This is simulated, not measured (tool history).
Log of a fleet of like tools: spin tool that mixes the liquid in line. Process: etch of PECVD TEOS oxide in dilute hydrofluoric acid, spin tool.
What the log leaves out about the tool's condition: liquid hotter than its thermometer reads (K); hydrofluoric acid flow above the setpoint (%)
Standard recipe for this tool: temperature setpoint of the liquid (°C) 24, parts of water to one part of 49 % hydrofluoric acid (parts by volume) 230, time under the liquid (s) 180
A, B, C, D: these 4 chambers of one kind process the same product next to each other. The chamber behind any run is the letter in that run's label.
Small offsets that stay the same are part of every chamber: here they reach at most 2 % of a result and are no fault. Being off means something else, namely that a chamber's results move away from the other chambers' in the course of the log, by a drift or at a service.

run	hour	temperature setpoint of the liquid (°C)	parts of water to one part of 49 % hydrofluoric acid (parts by volume)	time under the liquid (s)	hours since the thermometer was replaced	hours since the hydrofluoric acid flow meter was replaced	read-back film thickness of the PECVD TEOS oxide reference wafer, read on the same gauge (nm)	thickness taken off the PECVD TEOS oxide on a monitor wafer (angstrom)
1C	6.2	24	230	180	839.9	418.9	119.98	111.86
2D	13.9	24	230	180	829.8	717.9	120.05	111.12
3B	18	24	230	180	625.8	303	119.99	111.27
4A	25.9	24	230	180	2680.2	234.9	120.01	112.77
5D	32.5	24	230	180	848.4	736.5	120.04	111.41
6B	36.3	24	230	180	644.1	321.3	119.98	111.02
7C	44.8	24	230	180	878.5	457.5	120.02	112.79
8A	52.4	24	230	180	2706.7	261.4	119.97	111.25
9A	60.5	24	230	180	2714.8	269.5	120	112.9
10C	65.4	24	230	180	899.1	478.1	120	111.46
11B	71.6	24	265	180	679.4	356.6	120.02	95.279
12D	80	24	265	180	895.9	784	120.02	93.584
13B	86.8	24	265	180	694.6	371.8	119.99	94.992
14A	94.5	24	265	180	2748.8	303.5	119.99	93.208
15C	100.6	24	230	180	934.3	513.3	119.99	111.95
16D	105.4	24	230	180	921.3	809.4	119.99	111.17
17A	113.3	24	230	180	2767.6	322.3	120	112.21
18C	120.8	24	230	180	954.5	533.5	120	111.57
# hour 123.8: chamber A: thermometer replaced
19D	125.5	24	230	180	941.4	829.5	120.02	111.57
20B	130.1	24	230	180	737.9	415.1	119.98	115.59
21B	135.1	24	230	180	742.9	420.1	119.96	118.44
# hour 139.1: chamber D: hydrofluoric acid flow meter replaced
22D	141.1	24	230	180	957	2	120.02	109.94
23C	145.4	24	230	180	979.1	558.1	119.99	112.04
24A	151.4	24	230	180	27.7	360.4	120.03	112.48
25D	157.4	24	230	180	973.3	18.3	119.97	112.4
26C	165.2	24	230	180	998.9	577.9	120.01	111.47
27B	172.6	24	230	180	780.4	457.6	119.98	120.51

What goes on in this fleet: one chamber off, a drifting gauge, or nothing beyond the chambers' own small offsets? Name the chamber and the cause, if any.

Chamber B drifts away from the others.
Cause: liquid hotter than its thermometer reads (K) = 2.51.
The log might look much the same if the cause were instead: hydrofluoric acid flow above the setpoint (%).

Which of the 4 candidates below, each the usual settings with something changed and its results left as question marks, puts chamber B back in line with what the other chambers give on the usual settings?
Maximum distance from the other chambers' mean on the usual settings for a result to count as in line: thickness taken off the PECVD TEOS oxide on a monitor wafer (angstrom) 2.9
28B-1	178.8	24	240	175				?
28B-2	178.8	24	235	180				?
28B-3	178.8	24	220	185				?
28B-4	178.8	24	230	185				?

What the other chambers average on the usual settings: thickness taken off the PECVD TEOS oxide on a monitor wafer (angstrom) 111.69
run	thickness taken off the PECVD TEOS oxide on a monitor wafer (angstrom)
28B-1	111.38
28B-2	117.59
28B-3	131.08
28B-4	124.12
The answer is 28B-1, which returns the chamber to within the allowed miss of the others.
